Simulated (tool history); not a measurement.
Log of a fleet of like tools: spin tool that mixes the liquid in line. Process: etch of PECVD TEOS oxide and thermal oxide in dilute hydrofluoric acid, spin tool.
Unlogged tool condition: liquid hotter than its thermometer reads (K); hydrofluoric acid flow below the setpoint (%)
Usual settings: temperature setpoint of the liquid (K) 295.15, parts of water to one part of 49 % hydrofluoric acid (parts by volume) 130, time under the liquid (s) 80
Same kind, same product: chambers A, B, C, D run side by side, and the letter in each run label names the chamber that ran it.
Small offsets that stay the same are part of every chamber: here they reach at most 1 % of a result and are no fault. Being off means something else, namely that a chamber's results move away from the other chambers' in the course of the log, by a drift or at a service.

run	hour	temperature setpoint of the liquid (K)	parts of water to one part of 49 % hydrofluoric acid (parts by volume)	time under the liquid (s)	hours since the thermometer was replaced	hours since the hydrofluoric acid flow meter was replaced	read-back film thickness of the PECVD TEOS oxide reference wafer, read on the same gauge (nm)	read-back film thickness of the thermal oxide reference wafer, read on the same gauge (nm)	thickness taken off the PECVD TEOS oxide on a monitor wafer (nm)	thickness taken off the thermal oxide on a monitor wafer (nm)
1A	10.4	295.15	130	80	306.3	1081.0	129.96	130.01	10.0260	2.5422
2D	18.7	295.15	130	80	842.1	147.7	129.99	130.00	10.0710	2.5814
3C	26.9	295.15	130	80	1495.3	889.1	130.01	130.01	9.9864	2.5301
4B	34.3	295.15	130	80	969.2	1587.7	130.01	129.99	10.0860	2.5479
5D	44.7	295.15	130	80	868.1	173.7	129.94	130.00	10.0470	2.5667
6C	54.5	295.15	130	80	1522.9	916.7	130.02	129.99	10.0810	2.5282
7A	60.3	295.15	130	80	356.2	1130.9	130.01	129.99	10.1220	2.5278
8B	66.4	295.15	130	80	1001.3	1619.8	129.98	130.01	10.0160	2.5406
# hour 77.7: chamber C: hydrofluoric acid flow meter replaced
9D	78.6	295.15	130	80	902.0	207.6	129.97	130.02	10.0880	2.5644
10C	87.8	295.15	130	80	1556.2	10.2	129.99	130.00	10.0210	2.5578
11B	96.7	295.15	130	80	1031.6	1650.1	130.03	129.98	10.0340	2.5739
12A	108.5	295.15	130	80	404.4	1179.1	129.99	129.99	10.0650	2.5323
13C	119.2	295.15	130	80	1587.6	41.6	130.02	130.00	10.1390	2.4689
14B	126.7	295.15	130	80	1061.6	1680.1	129.97	129.96	10.0250	2.5061
15D	133.9	295.15	130	80	957.3	262.9	129.98	130.01	10.0980	2.5625
16A	140.4	293.65	130	80	436.3	1211.0	129.97	130.02	9.5034	2.3505
17C	147.8	293.65	130	80	1616.2	70.2	129.99	130.00	9.5287	2.3663
18D	158.3	293.65	130	80	981.7	287.3	129.99	130.02	9.5082	2.3882
19B	167.8	293.65	130	80	1102.7	1721.2	129.95	129.98	9.4532	2.4433
# hour 175.1: chamber C: thermometer replaced
20A	175.9	295.15	130	80	471.8	1246.5	130.02	129.97	10.1050	2.5465
21C	181.9	295.15	130	80	6.9	104.3	130.01	130.00	9.9997	2.5880
22A	191.4	295.15	130	80	487.3	1262.0	130.04	130.00	10.1260	2.5493
23D	199.5	295.15	130	80	1022.9	328.5	129.97	130.01	10.1710	2.6061
24B	209.1	295.15	130	80	1144.0	1762.5	129.97	130.00	10.2060	2.5644
25D	219.5	295.15	130	80	1042.9	348.5	129.99	130.01	10.1400	2.6179
26C	230.5	295.15	130	80	55.5	152.9	129.99	130.01	10.1090	2.5459
27A	237.5	295.15	80	110	533.4	1308.1	129.96	130.01	23.9070	6.0781

Has any chamber moved away from the others, gradually or after a service, or does the common gauge drift, or do the chambers differ only by their own small steady offsets? State the chamber and the most likely cause if one applies.

All chambers stay in line apart from their small fixed offsets, and the gauge does not drift.

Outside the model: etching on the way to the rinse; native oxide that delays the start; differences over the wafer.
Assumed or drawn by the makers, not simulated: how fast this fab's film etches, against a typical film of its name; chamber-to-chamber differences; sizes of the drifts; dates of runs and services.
